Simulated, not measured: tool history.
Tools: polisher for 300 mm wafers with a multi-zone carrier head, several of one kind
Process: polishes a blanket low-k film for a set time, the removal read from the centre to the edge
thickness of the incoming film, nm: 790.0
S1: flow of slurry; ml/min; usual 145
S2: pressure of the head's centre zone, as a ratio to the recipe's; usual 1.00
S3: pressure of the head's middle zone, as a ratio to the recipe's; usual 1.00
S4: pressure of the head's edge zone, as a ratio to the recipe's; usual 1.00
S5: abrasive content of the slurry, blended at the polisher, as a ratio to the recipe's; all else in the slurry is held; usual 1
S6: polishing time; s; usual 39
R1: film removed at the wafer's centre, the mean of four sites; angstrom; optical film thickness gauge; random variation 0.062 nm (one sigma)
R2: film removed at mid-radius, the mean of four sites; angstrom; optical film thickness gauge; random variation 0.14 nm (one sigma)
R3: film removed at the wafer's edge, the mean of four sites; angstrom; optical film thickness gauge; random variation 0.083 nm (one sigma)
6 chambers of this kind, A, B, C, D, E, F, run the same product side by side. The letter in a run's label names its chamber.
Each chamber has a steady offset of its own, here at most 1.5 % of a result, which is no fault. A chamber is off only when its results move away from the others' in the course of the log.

{"run": "1B", "day": 0.346, "S1": 145, "S2": 1.0, "S3": 1.0, "S4": 1.0, "S5": 1, "S6": 39, "R1": 102.15, "R2": 102.26, "R3": 102.23}
{"day": 0.458, "done": "chamber B: edge zone pressure recalibrated"}
{"day": 0.575, "done": "chamber B: worn pad replaced by a new one"}
{"run": "2E", "day": 0.633, "S1": 145, "S2": 1.0, "S3": 1.0, "S4": 1.0, "S5": 1, "S6": 39, "R1": 100.11, "R2": 102.18, "R3": 100.97}
{"run": "3F", "day": 1.162, "S1": 145, "S2": 1.0, "S3": 1.0, "S4": 1.0, "S5": 1, "S6": 39, "R1": 100.45, "R2": 102.47, "R3": 103.34}
{"run": "4C", "day": 1.662, "S1": 145, "S2": 1.0, "S3": 1.0, "S4": 1.0, "S5": 1, "S6": 39, "R1": 100.19, "R2": 105.02, "R3": 100.31}
{"day": 1.938, "done": "chamber D: worn pad replaced by a new one"}
{"day": 1.971, "done": "chamber E: worn pad replaced by a new one"}
{"run": "5D", "day": 1.992, "S1": 145, "S2": 1.0, "S3": 1.0, "S4": 1.0, "S5": 1, "S6": 39, "R1": 102.72, "R2": 102.74, "R3": 100.82}
{"day": 2.396, "done": "chamber A: worn pad replaced by a new one"}
{"day": 2.438, "done": "chamber C: worn pad replaced by a new one"}
{"run": "6A", "day": 2.492, "S1": 145, "S2": 1.0, "S3": 1.0, "S4": 1.0, "S5": 1, "S6": 39, "R1": 100.83, "R2": 101.04, "R3": 102.86}
{"run": "7F", "day": 2.729, "S1": 145, "S2": 1.0, "S3": 1.11, "S4": 1.0, "S5": 1, "S6": 29, "R1": 73.97, "R2": 86.731, "R3": 75.816}
{"run": "8A", "day": 3.188, "S1": 145, "S2": 1.0, "S3": 1.11, "S4": 1.0, "S5": 1, "S6": 29, "R1": 74.176, "R2": 82.677, "R3": 75.86}
{"run": "9D", "day": 3.604, "S1": 145, "S2": 1.0, "S3": 1.11, "S4": 1.0, "S5": 1, "S6": 29, "R1": 76.191, "R2": 84.192, "R3": 74.773}
{"day": 4.017, "done": "chamber B: slurry nozzle cleaned"}
{"run": "10E", "day": 4.017, "S1": 145, "S2": 1.0, "S3": 1.11, "S4": 1.0, "S5": 1, "S6": 29, "R1": 74.736, "R2": 82.849, "R3": 75.251}
{"day": 4.092, "done": "chamber F: worn pad replaced by a new one"}
{"day": 4.167, "done": "chamber B: worn pad replaced by a new one"}
{"run": "11B", "day": 4.475, "S1": 145, "S2": 1.0, "S3": 1.11, "S4": 1.0, "S5": 1, "S6": 29, "R1": 76.113, "R2": 81.455, "R3": 76.738}
{"run": "12C", "day": 4.771, "S1": 145, "S2": 1.0, "S3": 1.11, "S4": 1.0, "S5": 1, "S6": 29, "R1": 75.116, "R2": 84.319, "R3": 74.716}
{"run": "13E", "day": 5.025, "S1": 145, "S2": 1.0, "S3": 1.0, "S4": 1.0, "S5": 1, "S6": 39, "R1": 99.589, "R2": 102.32, "R3": 101.58}
{"run": "14B", "day": 5.454, "S1": 145, "S2": 1.0, "S3": 1.0, "S4": 1.0, "S5": 1, "S6": 39, "R1": 101.58, "R2": 101.57, "R3": 103.46}
{"run": "15A", "day": 5.746, "S1": 145, "S2": 1.0, "S3": 1.0, "S4": 1.0, "S5": 1, "S6": 39, "R1": 99.354, "R2": 97.876, "R3": 99.886}
{"day": 5.775, "done": "chamber E: worn pad replaced by a new one"}
{"run": "16F", "day": 6.083, "S1": 145, "S2": 1.0, "S3": 1.0, "S4": 1.0, "S5": 1, "S6": 39, "R1": 100.97, "R2": 102.45, "R3": 102.39}
{"day": 6.246, "done": "chamber D: worn pad replaced by a new one"}
{"day": 6.404, "done": "chamber F: slurry nozzle cleaned"}
{"run": "17C", "day": 6.6, "S1": 145, "S2": 1.0, "S3": 1.0, "S4": 1.0, "S5": 1, "S6": 39, "R1": 100.32, "R2": 101.07, "R3": 100.88}
{"run": "18D", "day": 6.979, "S1": 145, "S2": 1.0, "S3": 1.0, "S4": 1.0, "S5": 1, "S6": 39, "R1": 102.89, "R2": 103.13, "R3": 100.78}
{"run": "19F", "day": 7.233, "S1": 145, "S2": 1.0, "S3": 1.0, "S4": 1.08, "S5": 1, "S6": 39, "R1": 100.21, "R2": 106.27, "R3": 106.38}
{"day": 7.412, "done": "chamber C: worn pad replaced by a new one"}
{"run": "20A", "day": 7.633, "S1": 145, "S2": 1.0, "S3": 1.0, "S4": 1.08, "S5": 1, "S6": 39, "R1": 98.635, "R2": 99.244, "R3": 104.69}
{"day": 7.792, "done": "chamber B: worn pad replaced by a new one"}
{"day": 7.925, "done": "chamber A: worn pad replaced by a new one"}
{"run": "21E", "day": 8.142, "S1": 145, "S2": 1.0, "S3": 1.0, "S4": 1.08, "S5": 1, "S6": 39, "R1": 101.01, "R2": 99.963, "R3": 105.77}
{"run": "22D", "day": 8.592, "S1": 145, "S2": 1.0, "S3": 1.0, "S4": 1.08, "S5": 1, "S6": 39, "R1": 101.34, "R2": 100.14, "R3": 104.94}
{"run": "23B", "day": 8.85, "S1": 145, "S2": 1.0, "S3": 1.0, "S4": 1.08, "S5": 1, "S6": 39, "R1": 101.98, "R2": 100.36, "R3": 105.83}
{"day": 9.071, "done": "chamber C: edge zone pressure recalibrated"}
{"run": "24C", "day": 9.379, "S1": 145, "S2": 1.0, "S3": 1.0, "S4": 1.08, "S5": 1, "S6": 39, "R1": 101.23, "R2": 102.89, "R3": 105.75}
{"run": "25D", "day": 9.758, "S1": 145, "S2": 1.0, "S3": 1.0, "S4": 1.0, "S5": 1, "S6": 39, "R1": 101.08, "R2": 99.321, "R3": 101.96}
{"day": 10.158, "done": "chamber F: worn pad replaced by a new one"}
{"run": "26C", "day": 10.233, "S1": 145, "S2": 1.0, "S3": 1.0, "S4": 1.0, "S5": 1, "S6": 39, "R1": 101.52, "R2": 101.39, "R3": 101.77}
{"day": 10.45, "done": "chamber D: worn pad replaced by a new one"}
{"day": 10.625, "done": "chamber E: worn pad replaced by a new one"}
{"run": "27B", "day": 10.7, "S1": 145, "S2": 1.0, "S3": 1.0, "S4": 1.0, "S5": 1, "S6": 39, "R1": 101.71, "R2": 103.16, "R3": 101.76}
{"day": 10.821, "done": "chamber A: edge zone pressure recalibrated"}
{"run": "28E", "day": 11.104, "S1": 145, "S2": 1.0, "S3": 1.0, "S4": 1.0, "S5": 1, "S6": 39, "R1": 101.43, "R2": 100.38, "R3": 101.78}
{"day": 11.154, "done": "chamber F: centre zone pressure recalibrated"}
{"run": "29F", "day": 11.575, "S1": 145, "S2": 1.0, "S3": 1.0, "S4": 1.0, "S5": 1, "S6": 39, "R1": 100.44, "R2": 102.79, "R3": 101.8}
{"day": 11.704, "done": "chamber B: worn pad replaced by a new one"}
{"day": 11.762, "done": "chamber C: worn pad replaced by a new one"}
{"run": "30A", "day": 12.025, "S1": 185, "S2": 1.0, "S3": 1.0, "S4": 1.0, "S5": 1, "S6": 39, "R1": 100.52, "R2": 107.34, "R3": 104.38}
{"day": 12.196, "done": "chamber E: slurry nozzle cleaned"}
{"run": "31D", "day": 12.329, "S1": 185, "S2": 1.0, "S3": 1.0, "S4": 1.0, "S5": 1, "S6": 39, "R1": 107.9, "R2": 107.03, "R3": 103.47}
{"run": "32E", "day": 12.783, "S1": 185, "S2": 1.0, "S3": 1.0, "S4": 1.0, "S5": 1, "S6": 39, "R1": 105.4, "R2": 105.31, "R3": 105.04}
{"run": "33F", "day": 13.079, "S1": 185, "S2": 1.0, "S3": 1.0, "S4": 1.0, "S5": 1, "S6": 39, "R1": 104.14, "R2": 105.98, "R3": 104.81}
{"run": "34B", "day": 13.367, "S1": 185, "S2": 1.0, "S3": 1.0, "S4": 1.0, "S5": 1, "S6": 39, "R1": 107.33, "R2": 107.48, "R3": 106.09}
{"run": "35C", "day": 13.696, "S1": 185, "S2": 1.0, "S3": 1.0, "S4": 1.0, "S5": 1, "S6": 39, "R1": 105.85, "R2": 107.61, "R3": 104.26}
{"day": 14.171, "done": "chamber A: worn pad replaced by a new one"}
{"run": "36A", "day": 14.179, "S1": 145, "S2": 1.0, "S3": 1.0, "S4": 1.0, "S5": 1, "S6": 39, "R1": 95.697, "R2": 99.818, "R3": 101.19}

Next, every chamber runs the same settings. What will each give?
{"run": "37A", "day": 14.558, "S1": 145, "S2": 1.07, "S3": 1.0, "S4": 1.0, "S5": 1, "S6": 39, "R1": "?", "R2": "?", "R3": "?"}
{"run": "37B", "day": 14.558, "S1": 145, "S2": 1.07, "S3": 1.0, "S4": 1.0, "S5": 1, "S6": 39, "R1": "?", "R2": "?", "R3": "?"}
{"run": "37C", "day": 14.558, "S1": 145, "S2": 1.07, "S3": 1.0, "S4": 1.0, "S5": 1, "S6": 39, "R1": "?", "R2": "?", "R3": "?"}
{"run": "37D", "day": 14.558, "S1": 145, "S2": 1.07, "S3": 1.0, "S4": 1.0, "S5": 1, "S6": 39, "R1": "?", "R2": "?", "R3": "?"}
{"run": "37E", "day": 14.558, "S1": 145, "S2": 1.07, "S3": 1.0, "S4": 1.0, "S5": 1, "S6": 39, "R1": "?", "R2": "?", "R3": "?"}
{"run": "37F", "day": 14.558, "S1": 145, "S2": 1.07, "S3": 1.0, "S4": 1.0, "S5": 1, "S6": 39, "R1": "?", "R2": "?", "R3": "?"}

run=37A R1=104.070 R2=103.150 R3=100.980
run=37B R1=109.910 R2=101.310 R3=101.320
run=37C R1=108.170 R2=103.190 R3=101.060
run=37D R1=109.430 R2=101.650 R3=100.400
run=37E R1=108.230 R2=100.630 R3=103.010
run=37F R1=108.430 R2=102.930 R3=101.030
